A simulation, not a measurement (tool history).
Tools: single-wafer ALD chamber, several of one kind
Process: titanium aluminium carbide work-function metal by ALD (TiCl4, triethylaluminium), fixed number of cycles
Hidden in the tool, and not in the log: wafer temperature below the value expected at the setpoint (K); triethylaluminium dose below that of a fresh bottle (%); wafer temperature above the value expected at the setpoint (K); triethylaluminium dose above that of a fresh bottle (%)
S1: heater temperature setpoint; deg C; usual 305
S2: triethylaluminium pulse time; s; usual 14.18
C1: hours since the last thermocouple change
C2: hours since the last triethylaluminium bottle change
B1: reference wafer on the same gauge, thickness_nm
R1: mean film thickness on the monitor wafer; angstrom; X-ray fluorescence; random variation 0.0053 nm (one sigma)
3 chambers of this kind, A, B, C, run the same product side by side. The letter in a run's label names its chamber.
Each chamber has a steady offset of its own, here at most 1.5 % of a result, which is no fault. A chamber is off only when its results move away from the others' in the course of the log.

| run | hour | S1 | S2 | C1 | C2 | B1 | R1 |
|---|---|---|---|---|---|---|---|
| 1C | 6.6 | 305 | 14.18 | 1124.0 | 1054.9 | 2.5014 | 20.767 |
| 2A | 13.2 | 305 | 14.18 | 783.4 | 249.6 | 2.4996 | 20.962 |
| 3B | 17.5 | 305 | 14.18 | 955.6 | 169.0 | 2.5011 | 21.088 |
| 4B | 24.0 | 305 | 14.18 | 962.1 | 175.5 | 2.5001 | 21.025 |
| 5A | 28.3 | 305 | 14.18 | 798.5 | 264.7 | 2.5002 | 20.862 |
| 6C | 34.9 | 305 | 14.18 | 1152.3 | 1083.2 | 2.4992 | 20.831 |
| 7A | 41.2 | 305 | 14.18 | 811.4 | 277.6 | 2.5002 | 20.881 |
| 8C | 45.5 | 305 | 14.18 | 1162.9 | 1093.8 | 2.5007 | 20.657 |
| 9B | 49.1 | 305 | 14.18 | 987.2 | 200.6 | 2.5020 | 21.138 |
| 10C | 53.3 | 305 | 14.18 | 1170.7 | 1101.6 | 2.4996 | 20.769 |
| 11B | 56.2 | 305 | 14.18 | 994.3 | 207.7 | 2.5008 | 21.071 |
| 12A | 60.9 | 305 | 14.18 | 831.1 | 297.3 | 2.4983 | 20.754 |
| 13C | 65.7 | 295 | 14.18 | 1183.1 | 1114.0 | 2.5008 | 19.839 |
| 14A | 70.9 | 295 | 14.18 | 841.1 | 307.3 | 2.4994 | 19.721 |
| 15B | 75.0 | 295 | 14.18 | 1013.1 | 226.5 | 2.4991 | 20.141 |
| 16A | 78.5 | 305 | 14.18 | 848.7 | 314.9 | 2.4989 | 20.638 |
| 17C | 84.0 | 305 | 9.55 | 1201.4 | 1132.3 | 2.5010 | 20.123 |
| 18B | 89.3 | 305 | 9.55 | 1027.4 | 240.8 | 2.4997 | 20.433 |
| 19C | 93.8 | 305 | 9.55 | 1211.2 | 1142.1 | 2.5010 | 20.102 |
| 20B | 100.0 | 305 | 14.18 | 1038.1 | 251.5 | 2.4995 | 21.068 |
| 21A | 103.3 | 305 | 14.18 | 873.5 | 339.7 | 2.5006 | 20.326 |
| 22A | 107.9 | 305 | 14.18 | 878.1 | 344.3 | 2.5011 | 20.206 |

Is one chamber off against the others, does the gauge drift, or is nothing wrong? If a chamber is off, say which, and what the likeliest cause is.

Chamber A drifts away from the others.
Cause: triethylaluminium dose below that of a fresh bottle (%) = 33.5.
The log may not tell that from: wafer temperature below the value expected at the setpoint (K).

Here are 4 candidates for chamber A's next run, each the usual settings with a change, their results left as question marks. Which one brings its results back in line with what the others give on the usual settings?
In line means no further than this from the other chambers' mean on the usual settings: R1 0.180 angstrom
| 23A-1 | 112.7 | 305 | 11.97 |  |  |  | ? |
| 23A-2 | 112.7 | 302 | 14.18 |  |  |  | ? |
| 23A-3 | 112.7 | 312 | 14.18 |  |  |  | ? |
| 23A-4 | 112.7 | 307 | 14.77 |  |  |  | ? |

The other chambers' mean on the usual settings: R1 20.876 angstrom
| run | R1 |
|---|---|
| 23A-1 | 19.691 |
| 23A-2 | 19.980 |
| 23A-3 | 20.854 |
| 23A-4 | 20.523 |
23A-3 brings the chamber back in line.

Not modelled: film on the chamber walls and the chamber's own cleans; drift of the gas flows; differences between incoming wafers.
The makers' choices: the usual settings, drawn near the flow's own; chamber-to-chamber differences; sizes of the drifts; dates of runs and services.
